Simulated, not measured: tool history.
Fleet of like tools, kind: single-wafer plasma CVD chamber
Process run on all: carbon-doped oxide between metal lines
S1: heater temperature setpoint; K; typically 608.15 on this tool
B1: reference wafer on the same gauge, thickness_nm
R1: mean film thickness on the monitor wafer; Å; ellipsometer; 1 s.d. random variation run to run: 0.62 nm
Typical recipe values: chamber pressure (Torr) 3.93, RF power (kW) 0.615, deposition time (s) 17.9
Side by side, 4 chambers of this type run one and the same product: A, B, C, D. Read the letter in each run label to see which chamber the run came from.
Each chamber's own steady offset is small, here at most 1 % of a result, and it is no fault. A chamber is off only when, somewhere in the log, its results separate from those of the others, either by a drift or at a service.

{"run": "1A", "day": 0.2, "S1": 608.15, "chamber pressure (Torr)": 3.93, "RF power (kW)": 0.615, "deposition time (s)": 17.9, "B1": 100.11, "R1": 1066.3}
{"run": "2D", "day": 0.6, "S1": 608.15, "chamber pressure (Torr)": 3.93, "RF power (kW)": 0.615, "deposition time (s)": 17.9, "B1": 99.905, "R1": 1077.3}
{"run": "3B", "day": 0.833, "S1": 608.15, "chamber pressure (Torr)": 3.93, "RF power (kW)": 0.615, "deposition time (s)": 17.9, "B1": 99.867, "R1": 1049.4}
{"run": "4C", "day": 1.171, "S1": 608.15, "chamber pressure (Torr)": 3.93, "RF power (kW)": 0.615, "deposition time (s)": 17.9, "B1": 100.1, "R1": 1068.9}
{"run": "5B", "day": 1.538, "S1": 608.15, "chamber pressure (Torr)": 3.93, "RF power (kW)": 0.615, "deposition time (s)": 17.9, "B1": 99.972, "R1": 1059.4}
{"run": "6C", "day": 1.758, "S1": 608.15, "chamber pressure (Torr)": 4.47, "RF power (kW)": 0.615, "deposition time (s)": 17.9, "B1": 99.871, "R1": 1076.8}
{"day": 1.912, "done": "chamber C: thermocouple changed; heater temperature recalibrated"}
{"run": "7D", "day": 2.0, "S1": 608.15, "chamber pressure (Torr)": 4.47, "RF power (kW)": 0.615, "deposition time (s)": 17.9, "B1": 100.13, "R1": 1076}
{"run": "8A", "day": 2.358, "S1": 608.15, "chamber pressure (Torr)": 4.47, "RF power (kW)": 0.615, "deposition time (s)": 17.9, "B1": 99.892, "R1": 1076.9}
{"run": "9C", "day": 2.712, "S1": 608.15, "chamber pressure (Torr)": 4.47, "RF power (kW)": 0.615, "deposition time (s)": 17.9, "B1": 100.03, "R1": 1087.6}
{"run": "10A", "day": 2.975, "S1": 608.15, "chamber pressure (Torr)": 3.93, "RF power (kW)": 0.615, "deposition time (s)": 17.9, "B1": 99.827, "R1": 1059.3}
{"run": "11D", "day": 3.35, "S1": 608.15, "chamber pressure (Torr)": 3.93, "RF power (kW)": 0.615, "deposition time (s)": 17.9, "B1": 99.995, "R1": 1082.7}
{"run": "12B", "day": 3.625, "S1": 608.15, "chamber pressure (Torr)": 3.93, "RF power (kW)": 0.615, "deposition time (s)": 17.9, "B1": 99.993, "R1": 1058}
{"run": "13C", "day": 3.8, "S1": 608.15, "chamber pressure (Torr)": 3.93, "RF power (kW)": 0.615, "deposition time (s)": 17.9, "B1": 99.861, "R1": 1069.7}
{"run": "14B", "day": 4.042, "S1": 620.15, "chamber pressure (Torr)": 4.56, "RF power (kW)": 0.615, "deposition time (s)": 17.9, "B1": 99.963, "R1": 1034.9}
{"run": "15D", "day": 4.275, "S1": 620.15, "chamber pressure (Torr)": 4.56, "RF power (kW)": 0.615, "deposition time (s)": 17.9, "B1": 99.877, "R1": 1047}
{"run": "16A", "day": 4.675, "S1": 620.15, "chamber pressure (Torr)": 4.56, "RF power (kW)": 0.615, "deposition time (s)": 17.9, "B1": 100.14, "R1": 1042.6}
{"run": "17A", "day": 4.942, "S1": 620.15, "chamber pressure (Torr)": 4.56, "RF power (kW)": 0.615, "deposition time (s)": 17.9, "B1": 99.968, "R1": 1040.8}
{"run": "18C", "day": 5.292, "S1": 608.15, "chamber pressure (Torr)": 3.93, "RF power (kW)": 0.615, "deposition time (s)": 17.9, "B1": 99.944, "R1": 1069.5}
{"run": "19B", "day": 5.617, "S1": 608.15, "chamber pressure (Torr)": 3.93, "RF power (kW)": 0.615, "deposition time (s)": 17.9, "B1": 99.831, "R1": 1052.3}
{"run": "20D", "day": 5.929, "S1": 608.15, "chamber pressure (Torr)": 3.93, "RF power (kW)": 0.615, "deposition time (s)": 17.9, "B1": 99.763, "R1": 1077.3}
{"run": "21A", "day": 6.158, "S1": 608.15, "chamber pressure (Torr)": 3.93, "RF power (kW)": 0.615, "deposition time (s)": 17.9, "B1": 99.984, "R1": 1067.5}
{"run": "22B", "day": 6.404, "S1": 608.15, "chamber pressure (Torr)": 4.32, "RF power (kW)": 0.655, "deposition time (s)": 17.9, "B1": 99.999, "R1": 1122.1}
{"run": "23D", "day": 6.662, "S1": 608.15, "chamber pressure (Torr)": 4.32, "RF power (kW)": 0.655, "deposition time (s)": 17.9, "B1": 99.978, "R1": 1129.6}
{"run": "24C", "day": 7.05, "S1": 608.15, "chamber pressure (Torr)": 4.32, "RF power (kW)": 0.655, "deposition time (s)": 17.9, "B1": 100.03, "R1": 1108.1}
{"run": "25B", "day": 7.288, "S1": 608.15, "chamber pressure (Torr)": 4.32, "RF power (kW)": 0.655, "deposition time (s)": 17.9, "B1": 100.01, "R1": 1103.9}
{"run": "26A", "day": 7.475, "S1": 608.15, "chamber pressure (Torr)": 3.93, "RF power (kW)": 0.615, "deposition time (s)": 17.9, "B1": 99.865, "R1": 1077.8}
{"run": "27C", "day": 7.833, "S1": 608.15, "chamber pressure (Torr)": 3.93, "RF power (kW)": 0.615, "deposition time (s)": 17.9, "B1": 99.963, "R1": 1053.1}
{"run": "28D", "day": 8.217, "S1": 608.15, "chamber pressure (Torr)": 3.93, "RF power (kW)": 0.615, "deposition time (s)": 17.9, "B1": 99.987, "R1": 1067.7}
{"day": 8.375, "done": "chamber D: RF generator calibrated"}
{"run": "29A", "day": 8.558, "S1": 608.15, "chamber pressure (Torr)": 3.93, "RF power (kW)": 0.52, "deposition time (s)": 17.9, "B1": 100.01, "R1": 958.69}
{"run": "30D", "day": 8.792, "S1": 608.15, "chamber pressure (Torr)": 3.93, "RF power (kW)": 0.52, "deposition time (s)": 17.9, "B1": 99.87, "R1": 962.39}
{"run": "31B", "day": 9.012, "S1": 608.15, "chamber pressure (Torr)": 3.93, "RF power (kW)": 0.52, "deposition time (s)": 17.9, "B1": 100.16, "R1": 958.46}
{"run": "32C", "day": 9.221, "S1": 608.15, "chamber pressure (Torr)": 3.93, "RF power (kW)": 0.52, "deposition time (s)": 17.9, "B1": 100.07, "R1": 973.42}
{"run": "33D", "day": 9.6, "S1": 608.15, "chamber pressure (Torr)": 3.93, "RF power (kW)": 0.615, "deposition time (s)": 17.9, "B1": 99.868, "R1": 1067.9}
{"run": "34A", "day": 9.842, "S1": 608.15, "chamber pressure (Torr)": 3.11, "RF power (kW)": 0.615, "deposition time (s)": 20.9, "B1": 99.973, "R1": 1210}

All 4 chambers run these settings next. Forecast each chamber's results:
{"run": "35A", "day": 10.129, "S1": 608.15, "chamber pressure (Torr)": 3.93, "RF power (kW)": 0.615, "deposition time (s)": 17.9, "R1": "?"}
{"run": "35B", "day": 10.129, "S1": 608.15, "chamber pressure (Torr)": 3.93, "RF power (kW)": 0.615, "deposition time (s)": 17.9, "R1": "?"}
{"run": "35C", "day": 10.129, "S1": 608.15, "chamber pressure (Torr)": 3.93, "RF power (kW)": 0.615, "deposition time (s)": 17.9, "R1": "?"}
{"run": "35D", "day": 10.129, "S1": 608.15, "chamber pressure (Torr)": 3.93, "RF power (kW)": 0.615, "deposition time (s)": 17.9, "R1": "?"}

run=35A R1=1067.3
run=35B R1=1048
run=35C R1=1056.4
run=35D R1=1079.6
